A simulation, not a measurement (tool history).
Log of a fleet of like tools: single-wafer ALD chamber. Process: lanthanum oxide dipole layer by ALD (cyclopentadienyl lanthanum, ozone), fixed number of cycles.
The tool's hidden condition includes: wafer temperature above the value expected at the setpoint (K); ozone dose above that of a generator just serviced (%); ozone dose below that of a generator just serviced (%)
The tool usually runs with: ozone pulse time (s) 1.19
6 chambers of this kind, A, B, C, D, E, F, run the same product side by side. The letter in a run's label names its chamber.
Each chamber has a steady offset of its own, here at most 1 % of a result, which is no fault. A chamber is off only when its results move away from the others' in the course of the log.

run,day,ozone pulse time (s),hours since the last thermocouple change,hours since the last ozone generator service,"read-back reference wafer on the same gauge, thickness_nm",mean film thickness on the monitor wafer (Å)
1B,0.304,1.19,434.2,324.0,0.42848,5.2601
2F,0.867,1.19,1645.2,453.6,0.42890,5.2244
3E,1.208,1.19,479.5,373.0,0.42882,5.2257
4A,1.683,1.19,1158.2,79.3,0.42933,5.2294
5D,2.292,1.19,2030.6,1596.6,0.42889,5.2788
6C,2.812,1.19,1902.5,606.8,0.42916,5.2020
7D,3.271,1.19,2054.1,1620.1,0.42902,5.2708
8E,3.638,1.19,537.8,431.3,0.42941,5.2377
9F,3.954,1.19,1719.3,527.7,0.42931,5.1849
10B,4.442,1.19,533.5,423.3,0.42947,5.2728
11A,4.888,1.04,1235.1,156.2,0.42872,5.0454
12C,5.275,1.04,1961.6,665.9,0.42910,5.0175
13A,5.688,1.04,1254.3,175.4,0.42892,5.0488
# day 6.146: chamber F: thermocouple changed; heater temperature recalibrated
14C,6.171,1.04,1983.1,687.4,0.42887,4.9638
15D,6.783,1.04,2138.4,1704.4,0.42865,5.0941
16E,7.221,1.04,623.8,517.3,0.42919,4.9913
17F,7.779,1.19,39.3,619.5,0.42919,5.2621
18B,8.400,1.19,628.5,518.3,0.42930,5.2289
19D,8.742,0.83,2185.4,1751.4,0.42893,4.6910
20F,9.196,0.83,73.3,653.5,0.42911,4.6334
21A,9.525,0.83,1346.4,267.5,0.42881,4.6568
# day 9.788: chamber F: ozone generator serviced
22C,9.958,0.83,2074.0,778.3,0.42866,4.6071
23E,10.429,0.83,700.8,594.3,0.42847,4.5837
24B,10.850,0.83,687.3,577.1,0.42898,4.6924
25E,11.233,0.84,720.1,613.6,0.42890,4.5969
26C,11.642,0.84,2114.4,818.7,0.42877,4.6577
27A,12.146,0.84,1409.3,330.4,0.42917,4.6641
28F,12.750,0.84,158.6,71.1,0.42845,4.6732
# day 13.096: chamber C: ozone generator serviced
29B,13.100,0.84,741.3,631.1,0.42930,4.6945
# day 13.246: chamber D: ozone generator serviced
30D,13.508,0.84,2299.8,6.4,0.42922,4.7240
# day 13.800: chamber D: thermocouple changed; heater temperature recalibrated
31D,13.975,1.19,4.2,17.6,0.42866,5.2659
32C,14.329,1.19,2178.9,29.6,0.42896,5.2294
33B,14.800,0.88,782.1,671.9,0.42915,4.7940
34E,15.125,0.88,813.5,707.0,0.42935,4.6156
35A,15.471,0.88,1489.1,410.2,0.42919,4.7775
# day 15.842: chamber C: thermocouple changed; heater temperature recalibrated
36F,15.904,0.88,234.3,146.8,0.42873,4.7592
37B,16.358,0.88,819.5,709.3,0.42897,4.8003
38A,16.888,0.88,1523.1,444.2,0.42922,4.7309
39F,17.454,1.19,271.5,184.0,0.42898,5.2208
40C,18.000,1.58,51.8,117.7,0.42924,5.5138
41D,18.362,1.58,109.5,122.9,0.42880,5.5354
42E,18.829,1.58,902.4,795.9,0.42935,5.3711

All chambers now run identical settings, listed one chamber a line with results as question marks. What results will each chamber show?
43A,19.279,0.81,,,,?
43B,19.279,0.81,,,,?
43C,19.279,0.81,,,,?
43D,19.279,0.81,,,,?
43E,19.279,0.81,,,,?
43F,19.279,0.81,,,,?

run,mean film thickness on the monitor wafer (Å)
43A,4.6148
43B,4.6542
43C,4.6101
43D,4.6538
43E,4.3634
43F,4.5639
